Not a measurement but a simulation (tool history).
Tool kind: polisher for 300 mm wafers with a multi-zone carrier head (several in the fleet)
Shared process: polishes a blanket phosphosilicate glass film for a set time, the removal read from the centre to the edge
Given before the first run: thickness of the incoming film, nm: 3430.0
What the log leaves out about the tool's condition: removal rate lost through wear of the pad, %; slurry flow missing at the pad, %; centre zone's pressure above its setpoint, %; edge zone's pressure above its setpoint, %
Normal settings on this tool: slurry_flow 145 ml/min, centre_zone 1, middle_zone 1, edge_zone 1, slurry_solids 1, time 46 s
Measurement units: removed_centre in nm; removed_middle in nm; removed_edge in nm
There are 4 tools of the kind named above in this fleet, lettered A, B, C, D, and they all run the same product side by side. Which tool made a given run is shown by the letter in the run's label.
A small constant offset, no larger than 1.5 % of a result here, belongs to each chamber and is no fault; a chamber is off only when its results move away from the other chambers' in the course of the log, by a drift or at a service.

run	hour	slurry_flow	centre_zone	middle_zone	edge_zone	slurry_solids	time	wafers polished on this pad	hours since the slurry nozzle was cleaned	hours since the centre zone pressure was calibrated	hours since the edge zone pressure was calibrated	removed_centre	removed_middle	removed_edge
# hour 1: chamber A: worn pad replaced by a new one
1D	7	145	1	1	1	1	46	673	141.7	495.4	256.4	444.04	444.46	456.93
2C	13.9	145	1	1	1	1	46	677	298.6	541.8	355.2	453.64	440.91	441.95
3A	20.3	145	1	1	1	1	46	243	341.2	677.8	530.9	449.15	437.62	453.33
# hour 26: chamber C: slurry nozzle cleaned
4B	26.9	145	1	1	1	1	46	378	333.4	322.4	1119	440.12	455.83	449.02
# hour 34.6: chamber C: worn pad replaced by a new one
# hour 35.6: chamber C: edge zone pressure recalibrated
# hour 37.4: chamber D: worn pad replaced by a new one
5D	37.5	145	1	1	1	1	46	2	172.2	525.9	286.9	450.08	441.64	455.82
# hour 40.8: chamber A: slurry nozzle cleaned
6B	45.9	145	1	1	1	1	46	617	352.4	341.4	1138	443.27	448.91	452.4
7A	54.9	145	1	1	1	1	46	679	14.1	712.4	565.5	453.53	443.67	454.43
8C	61.4	145	1	1	1	1	46	337	35.4	589.3	25.8	441.39	441.75	448.99
# hour 64.4: chamber B: worn pad replaced by a new one
9C	68.4	145	1	1	1	1	46	425	42.4	596.3	32.8	444.84	455.21	449.82
# hour 70.4: chamber A: worn pad replaced by a new one
10B	74.5	145	1	1	1	1	54	128	381	370	1166.6	529.14	527.52	540.8
11D	84.7	145	1	1	1	1	54	596	219.4	573.1	334.1	524.56	527.71	529.21
# hour 87.9: chamber B: edge zone pressure recalibrated
12A	96.9	145	1	1	1	1	54	333	56.1	754.4	607.5	523.24	524.07	526.31
# hour 102.4: chamber C: worn pad replaced by a new one
# hour 107.3: chamber D: worn pad replaced by a new one
13D	109.7	145	1	1	1	1	54	30	244.4	598.1	359.1	519.64	523.13	524.53
14B	122.3	145	1	1	1	1	46	729	428.8	417.8	34.4	446.95	441.99	458.12
# hour 126.8: chamber B: worn pad replaced by a new one
15C	133.3	145	1	1	1	1	46	389	107.3	661.2	97.7	439.55	451.6	448.63
16A	145.4	190	1	1	1	1	46	944	104.6	802.9	656	477.59	472.21	472.92
17B	152.1	190	1	1	1	1	46	318	458.6	447.6	64.2	470.07	476.65	465.94
18A	158.1	190	1	1	1	1	46	1104	117.3	815.6	668.7	478.21	461.42	471.16
# hour 159.7: chamber A: worn pad replaced by a new one
# hour 162.6: chamber D: centre zone pressure recalibrated
19D	164.6	190	1	1	1	1	46	721	299.3	2.1	414	475.21	471.26	466.43
20C	172.4	145	1	1	1	1	46	881	146.4	700.3	136.8	450.35	437.43	443.55
# hour 172.6: chamber C: worn pad replaced by a new one
# hour 176.9: chamber D: worn pad replaced by a new one
21C	184.5	145	1	1	1	1	46	150	158.5	712.4	148.9	446.11	452.58	438.91
# hour 187.3: chamber B: worn pad replaced by a new one
22B	193	145	1	1	1	1	46	72	499.5	488.5	105.1	446.45	447.55	461.23
23A	204	145	1	1	1	1	46	558	163.2	861.5	714.6	464.99	438.02	451.59
# hour 205.9: chamber C: centre zone pressure recalibrated
24D	216	145	1	1	1	1	46	492	350.7	53.5	465.4	439.14	444.5	448.3
25D	222.1	145	1	1	1	1	46	569	356.8	59.6	471.5	451.58	445.82	456.28
# hour 229.7: chamber C: worn pad replaced by a new one
# hour 230.1: chamber A: worn pad replaced by a new one
26B	233.5	145	1	1	1	1	46	582	540	529	145.6	451.67	449.4	454.47
# hour 245.2: chamber B: worn pad replaced by a new one
27A	245.9	145	1	1	1	1	46	199	205.1	903.4	756.5	472.14	448.05	452.98
# hour 248.2: chamber D: worn pad replaced by a new one
28C	258.6	175	1	1	0.96	1	46	364	232.6	52.7	223	459.39	458.78	448.46
29B	270.6	175	1	1	0.96	1	46	319	577.1	566.1	182.7	471.34	463.59	457.19
30A	277.1	175	1	1	0.96	1	46	592	236.3	934.6	787.7	491.05	454.74	452.8
31C	287.4	175	1	1	0.96	1	46	726	261.4	81.5	251.8	455.71	459.71	455.1
32D	295.8	145	1	1	1	1	46	599	430.5	133.3	545.2	443.63	445.82	454.25

All chambers now run identical settings, listed one chamber a line with results as question marks. What results will each chamber show?
33A	305.5	145	1	1	1	1	46					?	?	?
33B	305.5	145	1	1	1	1	46					?	?	?
33C	305.5	145	1	1	1	1	46					?	?	?
33D	305.5	145	1	1	1	1	46					?	?	?

run	removed_centre	removed_middle	removed_edge
33A	479.11	453.17	440.36
33B	438.75	438.69	453.12
33C	445.91	450.21	459.95
33D	442.38	447.01	460.94
